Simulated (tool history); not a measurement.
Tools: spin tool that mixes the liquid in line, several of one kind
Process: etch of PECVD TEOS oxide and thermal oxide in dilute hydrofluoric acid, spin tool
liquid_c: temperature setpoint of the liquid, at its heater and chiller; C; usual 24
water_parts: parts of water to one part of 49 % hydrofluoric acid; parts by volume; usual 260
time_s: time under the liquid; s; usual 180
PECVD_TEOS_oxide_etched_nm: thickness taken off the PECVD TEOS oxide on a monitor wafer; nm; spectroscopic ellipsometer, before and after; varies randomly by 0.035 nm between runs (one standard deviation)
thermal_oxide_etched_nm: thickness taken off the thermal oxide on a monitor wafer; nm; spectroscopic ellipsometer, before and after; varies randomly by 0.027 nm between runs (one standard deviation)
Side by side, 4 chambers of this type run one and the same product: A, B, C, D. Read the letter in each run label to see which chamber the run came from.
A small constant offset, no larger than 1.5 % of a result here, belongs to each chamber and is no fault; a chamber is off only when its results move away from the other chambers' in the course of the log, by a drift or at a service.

run    day  liquid_c  water_parts  time_s  hours since the thermometer was replaced  hours since the hydrofluoric acid flow meter was replaced  read-back film thickness of the PECVD TEOS oxide reference wafer, read on the same gauge (nm)  read-back film thickness of the thermal oxide reference wafer, read on the same gauge (nm)  PECVD_TEOS_oxide_etched_nm  thermal_oxide_etched_nm
 1A  0.425        24          260     180                                     357.1                                                      411.7                                                                                         29.975                                                                                      120.00                      5.1325                   2.7489
 2C  0.696        24          260     180                                    2066.5                                                     1250.4                                                                                         30.016                                                                                      120.04                      5.1976                   2.7595
 3D  1.104        24          260     180                                     979.2                                                      732.8                                                                                         29.987                                                                                      120.01                      5.2532                   2.6921
 4B  1.583        24          260     180                                     616.8                                                      238.0                                                                                         29.982                                                                                      120.03                      5.1438                   2.7484
     1.642  -- chamber D: thermometer replaced
 5B  1.812        20          260     225                                     622.3                                                      243.5                                                                                         30.032                                                                                      119.95                      5.5820                   2.9672
 6C  2.312        20          260     225                                    2105.3                                                     1289.2                                                                                         30.006                                                                                      119.95                      5.7328                   2.9512
 7D  2.671        20          260     225                                      24.8                                                      770.4                                                                                         29.988                                                                                      120.00                      5.6927                   2.8937
 8A  3.008        20          260     225                                     419.1                                                      473.7                                                                                         29.990                                                                                      120.03                      5.5646                   3.0435
 9B  3.233        24          260     180                                     656.4                                                      277.6                                                                                         29.997                                                                                      120.02                      5.1932                   2.7362
10A  3.533        24          260     180                                     431.7                                                      486.3                                                                                         30.007                                                                                      119.98                      5.1823                   2.7502
11C  3.929        24          260     180                                    2144.1                                                     1328.0                                                                                         30.016                                                                                      120.03                      5.3390                   2.8488
12D  4.425        24          260     180                                      66.9                                                      812.5                                                                                         30.010                                                                                      120.04                      5.2997                   2.7062
13C  4.738        24          260     180                                    2163.5                                                     1347.4                                                                                         30.001                                                                                      119.97                      5.4510                   2.8483
14A  5.004        24          260     180                                     467.0                                                      521.6                                                                                         30.013                                                                                      120.01                      5.1565                   2.7812
15B  5.408        24          260     180                                     708.6                                                      329.8                                                                                         29.989                                                                                      120.00                      5.1824                   2.6732
16D  5.792        24          260     180                                      99.7                                                      845.3                                                                                         29.987                                                                                      120.06                      5.2410                   2.7306
17A  6.183        24          260     180                                     495.3                                                      549.9                                                                                         29.999                                                                                      120.04                      5.1454                   2.7707
18D  6.654        24          260     180                                     120.4                                                      866.0                                                                                         30.007                                                                                      119.98                      5.3092                   2.7219
19B  7.154        24          260     180                                     750.5                                                      371.7                                                                                         30.014                                                                                      120.02                      5.1813                   2.7174
20C  7.633        24          260     180                                    2233.0                                                     1416.9                                                                                         29.991                                                                                      119.98                      5.6453                   2.9658
21D  7.971        24          260     180                                     152.0                                                      897.6                                                                                         30.004                                                                                      120.00                      5.2003                   2.7136
22B  8.254        24          260     180                                     776.9                                                      398.1                                                                                         30.006                                                                                      120.01                      5.1750                   2.7120
23A  8.729        24          260     180                                     556.4                                                      611.0                                                                                         30.002                                                                                      119.99                      5.1653                   2.7422
24C  9.104        24          260     180                                    2268.3                                                     1452.2                                                                                         30.018                                                                                      120.02                      5.7026                   2.9387
25C  9.554        24          260     180                                    2279.1                                                     1463.0                                                                                         30.000                                                                                      120.02                      5.7077                   2.9715

Read the log: is a single chamber off, either drifting away or since a service, is the gauge that measures every chamber drifting, or is nothing wrong beyond small per-chamber offsets? Name any odd chamber and what most likely caused it.

Little by little, chamber C moves away from the other chambers.
Most likely cause: hydrofluoric acid flow above the setpoint (%) = 8.01.
The log may not separate it from: liquid hotter than its thermometer reads (K).

Which of the 4 candidates below, each the usual settings with something changed and its results left as question marks, puts chamber C back in line with what the other chambers give on the usual settings?
Counts as in line when no further than this from what the other chambers average on the usual settings: PECVD_TEOS_oxide_etched_nm 0.1200 nm; thermal_oxide_etched_nm 0.0930 nm
26C-1  9.917        24          255     185                                                                                                                                                                                                                                                                                                                           ?                        ?
26C-2  9.917        24          265     175                                                                                                                                                                                                                                                                                                                           ?                        ?
26C-3  9.917        24          250     190                                                                                                                                                                                                                                                                                                                           ?                        ?
26C-4  9.917        24          270     170                                                                                                                                                                                                                                                                                                                           ?                        ?

Other chambers, usual settings, mean: PECVD_TEOS_oxide_etched_nm 5.2002 nm; thermal_oxide_etched_nm 2.7352 nm
  run  PECVD_TEOS_oxide_etched_nm  thermal_oxide_etched_nm
26C-1                      6.0339                   3.1357
26C-2                      5.4373                   2.8256
26C-3                      6.3533                   3.3017
26C-4                      5.1582                   2.6806
The right change is 26C-4: it brings the chamber back within the allowed miss of the others.
